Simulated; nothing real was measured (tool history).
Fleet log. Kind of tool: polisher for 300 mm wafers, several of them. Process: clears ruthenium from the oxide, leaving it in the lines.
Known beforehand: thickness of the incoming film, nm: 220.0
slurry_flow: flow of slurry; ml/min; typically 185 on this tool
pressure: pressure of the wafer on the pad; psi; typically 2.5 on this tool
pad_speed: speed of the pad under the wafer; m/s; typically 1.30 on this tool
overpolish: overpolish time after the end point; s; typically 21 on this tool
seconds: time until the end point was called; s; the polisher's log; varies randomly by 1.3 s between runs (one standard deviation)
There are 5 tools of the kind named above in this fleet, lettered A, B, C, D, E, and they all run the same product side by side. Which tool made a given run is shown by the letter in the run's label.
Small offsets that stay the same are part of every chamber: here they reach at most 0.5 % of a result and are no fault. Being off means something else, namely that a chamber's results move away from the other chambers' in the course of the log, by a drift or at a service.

Run 1A, hour 4.5: usual settings. Result: seconds 116.35 s.
Run 2C, hour 7.9: usual settings. Result: seconds 117.51 s.
At hour 9.6: chamber E: worn pad replaced by a new one.
Run 3E, hour 12.8: usual settings. Result: seconds 116.66 s.
Run 4B, hour 18.2: usual settings. Result: seconds 117.75 s.
Run 5D, hour 21.6: usual settings but overpolish 33 s. Result: seconds 115.76 s.
Run 6D, hour 24.6: usual settings but overpolish 33 s. Result: seconds 115.65 s.
Run 7A, hour 29.9: usual settings but overpolish 33 s. Result: seconds 117.33 s.
Run 8E, hour 35.5: usual settings but overpolish 33 s. Result: seconds 115.66 s.
Run 9B, hour 40.7: usual settings but overpolish 33 s. Result: seconds 118.75 s.
Run 10C, hour 43.9: usual settings. Result: seconds 117.36 s.
Run 11A, hour 49.2: usual settings. Result: seconds 118.32 s.
Run 12E, hour 55.0: usual settings. Result: seconds 117.44 s.
Run 13B, hour 59.3: usual settings. Result: seconds 117.38 s.
At hour 60.5: chamber B: head pressure recalibrated.
Run 14C, hour 62.2: usual settings. Result: seconds 116.88 s.
Run 15D, hour 67.4: usual settings. Result: seconds 116.97 s.
Run 16E, hour 73.3: usual settings. Result: seconds 117.75 s.
At hour 75.5: chamber C: slurry nozzle cleaned.
Run 17B, hour 77.3: usual settings. Result: seconds 117.85 s.
Run 18D, hour 81.3: usual settings. Result: seconds 115.02 s.
At hour 85.2: chamber D: worn pad replaced by a new one.
Run 19C, hour 87.2: usual settings. Result: seconds 116.64 s.
Run 20A, hour 92.4: usual settings but slurry_flow 140 ml/min, pad_speed 1.44 m/s. Result: seconds 111.15 s.
At hour 94.0: chamber C: worn pad replaced by a new one.
Run 21B, hour 97.9: usual settings but slurry_flow 140 ml/min, pad_speed 1.44 m/s. Result: seconds 114.22 s.
Run 22C, hour 102.9: usual settings but slurry_flow 140 ml/min, pad_speed 1.44 m/s. Result: seconds 112.82 s.
Run 23D, hour 106.1: usual settings but slurry_flow 140 ml/min, pad_speed 1.44 m/s. Result: seconds 109.02 s.
Run 24E, hour 109.9: usual settings but slurry_flow 140 ml/min, pad_speed 1.44 m/s. Result: seconds 110.88 s.
Run 25A, hour 115.0: usual settings. Result: seconds 114.58 s.
Run 26B, hour 120.4: usual settings. Result: seconds 121.93 s.
Run 27D, hour 126.1: usual settings. Result: seconds 115.88 s.
Run 28A, hour 131.2: usual settings. Result: seconds 117.90 s.
Run 29E, hour 134.3: usual settings. Result: seconds 117.16 s.
Run 30C, hour 139.9: usual settings. Result: seconds 117.79 s.
Run 31B, hour 144.6: usual settings. Result: seconds 124.98 s.
Run 32E, hour 149.7: usual settings. Result: seconds 118.70 s.
Run 33A, hour 152.6: usual settings. Result: seconds 117.00 s.
Run 34D, hour 155.9: usual settings. Result: seconds 116.92 s.
Run 35C, hour 159.4: usual settings. Result: seconds 118.04 s.
At hour 163.6: chamber B: worn pad replaced by a new one.
Run 36B, hour 164.2: usual settings. Result: seconds 127.08 s.

Decide between three cases: one chamber stands off from its peers, the gauge reading all wafers drifts, or nothing is wrong past each chamber's small offset. Where a chamber is off, say which and what most likely put it there.

It is chamber B that slowly wanders off from its peers.
Cause: slurry flow missing at the pad, % = 40.8.
The log may not separate it from: head's pressure below its setpoint, %.

Chamber B could run next with any of the 4 candidate recipes listed below; each alters the usual settings, and their results appear as question marks. Which one brings its results back in line with what the other chambers deliver on the usual settings?
Counts as in line when no further than this from what the other chambers average on the usual settings: seconds 4.40 s
Run 37B-1, hour 168.7: usual settings but pressure 2.4 psi, pad_speed 1.24 m/s. Result: seconds ?.
Run 37B-2, hour 168.7: usual settings but pad_speed 1.28 m/s. Result: seconds ?.
Run 37B-3, hour 168.7: usual settings but pad_speed 1.34 m/s. Result: seconds ?.
Run 37B-4, hour 168.7: usual settings but pressure 2.6 psi, pad_speed 1.36 m/s. Result: seconds ?.

On the usual settings, the other chambers give on average: seconds 117.04 s
  run  seconds
37B-1   140.77
37B-2   130.89
37B-3   124.94
37B-4   118.37
The answer is 37B-4, which returns the chamber to within the allowed miss of the others.

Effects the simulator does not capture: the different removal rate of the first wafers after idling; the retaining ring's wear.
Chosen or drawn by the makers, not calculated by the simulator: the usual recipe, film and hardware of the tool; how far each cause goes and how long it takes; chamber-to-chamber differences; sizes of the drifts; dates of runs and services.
